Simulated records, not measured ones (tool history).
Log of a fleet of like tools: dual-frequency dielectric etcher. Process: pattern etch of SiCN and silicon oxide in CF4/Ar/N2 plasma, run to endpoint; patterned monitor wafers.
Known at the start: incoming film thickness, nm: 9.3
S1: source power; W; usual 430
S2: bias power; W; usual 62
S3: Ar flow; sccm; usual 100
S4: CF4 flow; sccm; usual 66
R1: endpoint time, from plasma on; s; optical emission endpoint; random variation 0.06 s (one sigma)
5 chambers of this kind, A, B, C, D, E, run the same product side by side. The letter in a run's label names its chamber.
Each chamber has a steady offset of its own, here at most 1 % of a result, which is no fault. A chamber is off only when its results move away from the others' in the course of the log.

{"run": "1B", "day": 0.608, "S1": 430, "S2": 62, "S3": 100, "S4": 66, "R1": 11.99}
{"run": "2D", "day": 1.058, "S1": 430, "S2": 62, "S3": 100, "S4": 66, "R1": 11.773}
{"run": "3C", "day": 1.433, "S1": 430, "S2": 62, "S3": 100, "S4": 66, "R1": 11.823}
{"run": "4A", "day": 1.821, "S1": 430, "S2": 62, "S3": 100, "S4": 66, "R1": 12.059}
{"run": "5E", "day": 2.446, "S1": 430, "S2": 62, "S3": 100, "S4": 66, "R1": 11.752}
{"run": "6A", "day": 2.85, "S1": 430, "S2": 62, "S3": 100, "S4": 66, "R1": 12.02}
{"run": "7E", "day": 3.15, "S1": 430, "S2": 62, "S3": 100, "S4": 66, "R1": 11.859}
{"run": "8C", "day": 3.642, "S1": 430, "S2": 62, "S3": 100, "S4": 66, "R1": 11.913}
{"run": "9D", "day": 4.254, "S1": 430, "S2": 62, "S3": 100, "S4": 66, "R1": 11.965}
{"run": "10B", "day": 4.833, "S1": 430, "S2": 62, "S3": 100, "S4": 66, "R1": 11.986}
{"day": 5.096, "done": "chamber C: wet clean of the chamber"}
{"run": "11D", "day": 5.271, "S1": 430, "S2": 62, "S3": 100, "S4": 66, "R1": 11.906}
{"run": "12E", "day": 5.829, "S1": 370, "S2": 69, "S3": 100, "S4": 66, "R1": 13.106}
{"run": "13B", "day": 6.258, "S1": 370, "S2": 69, "S3": 100, "S4": 66, "R1": 13.081}
{"day": 6.442, "done": "chamber E: CF4 flow controller replaced"}
{"run": "14A", "day": 6.829, "S1": 370, "S2": 69, "S3": 100, "S4": 66, "R1": 13.136}
{"run": "15C", "day": 7.142, "S1": 370, "S2": 69, "S3": 100, "S4": 66, "R1": 13.154}
{"run": "16E", "day": 7.554, "S1": 370, "S2": 69, "S3": 100, "S4": 66, "R1": 12.993}
{"day": 7.583, "done": "chamber C: bias power generator calibrated"}
{"run": "17D", "day": 8.083, "S1": 430, "S2": 62, "S3": 100, "S4": 66, "R1": 11.9}
{"run": "18B", "day": 8.367, "S1": 430, "S2": 62, "S3": 100, "S4": 66, "R1": 12.126}
{"run": "19A", "day": 8.938, "S1": 430, "S2": 62, "S3": 100, "S4": 66, "R1": 11.939}
{"run": "20C", "day": 9.292, "S1": 510, "S2": 62, "S3": 100, "S4": 66, "R1": 10.341}
{"run": "21C", "day": 9.65, "S1": 510, "S2": 62, "S3": 100, "S4": 66, "R1": 10.23}
{"run": "22A", "day": 10.129, "S1": 510, "S2": 62, "S3": 100, "S4": 66, "R1": 10.225}
{"run": "23E", "day": 10.454, "S1": 510, "S2": 62, "S3": 100, "S4": 66, "R1": 10.154}
{"run": "24B", "day": 11.008, "S1": 510, "S2": 62, "S3": 100, "S4": 66, "R1": 10.32}
{"run": "25D", "day": 11.329, "S1": 430, "S2": 62, "S3": 100, "S4": 66, "R1": 11.699}
{"day": 11.721, "done": "chamber A: wet clean of the chamber"}
{"run": "26C", "day": 11.875, "S1": 430, "S2": 62, "S3": 100, "S4": 66, "R1": 11.905}
{"run": "27B", "day": 12.392, "S1": 480, "S2": 62, "S3": 100, "S4": 78, "R1": 10.548}
{"run": "28A", "day": 12.967, "S1": 480, "S2": 62, "S3": 100, "S4": 78, "R1": 10.594}
{"run": "29D", "day": 13.433, "S1": 480, "S2": 62, "S3": 100, "S4": 78, "R1": 10.323}
{"day": 13.812, "done": "chamber D: source power generator calibrated"}
{"run": "30E", "day": 13.883, "S1": 480, "S2": 62, "S3": 100, "S4": 78, "R1": 10.46}
{"run": "31D", "day": 14.45, "S1": 480, "S2": 62, "S3": 100, "S4": 78, "R1": 10.255}
{"run": "32E", "day": 14.971, "S1": 540, "S2": 62, "S3": 100, "S4": 66, "R1": 9.6055}
{"run": "33B", "day": 15.258, "S1": 540, "S2": 62, "S3": 100, "S4": 66, "R1": 9.8049}
{"run": "34A", "day": 15.808, "S1": 540, "S2": 62, "S3": 100, "S4": 66, "R1": 9.7578}
{"run": "35C", "day": 16.196, "S1": 540, "S2": 62, "S3": 100, "S4": 66, "R1": 9.6805}
{"day": 16.688, "done": "chamber E: source power generator calibrated"}
{"run": "36A", "day": 16.704, "S1": 540, "S2": 62, "S3": 100, "S4": 66, "R1": 9.8268}
{"run": "37B", "day": 17.142, "S1": 430, "S2": 62, "S3": 100, "S4": 66, "R1": 11.975}
{"day": 17.496, "done": "chamber E: wet clean of the chamber"}
{"run": "38E", "day": 17.692, "S1": 430, "S2": 62, "S3": 100, "S4": 66, "R1": 11.848}

Is one chamber off against the others, does the gauge drift, or is nothing wrong? If a chamber is off, say which, and what the likeliest cause is.

Chamber D drifts away from the others.
Cause: etch rate over this chamber's usual, % = 3.71.

Here are 4 candidates for chamber D's next run, each the usual settings with a change, their results left as question marks. Which one brings its results back in line with what the others give on the usual settings?
In line means no further than this from the other chambers' mean on the usual settings: R1 0.2100 s
{"run": "39D-1", "day": 18.162, "S1": 400, "S2": 60, "S3": 101, "S4": 66, "R1": "?"}
{"run": "39D-2", "day": 18.162, "S1": 430, "S2": 62, "S3": 124, "S4": 66, "R1": "?"}
{"run": "39D-3", "day": 18.162, "S1": 430, "S2": 62, "S3": 100, "S4": 82, "R1": "?"}
{"run": "39D-4", "day": 18.162, "S1": 460, "S2": 64, "S3": 99, "S4": 67, "R1": "?"}

The other chambers' mean on the usual settings: R1 11.9280 s
run=39D-1 R1=12.4250
run=39D-2 R1=11.9080
run=39D-3 R1=11.1250
run=39D-4 R1=10.6730
39D-2 brings the chamber back in line.
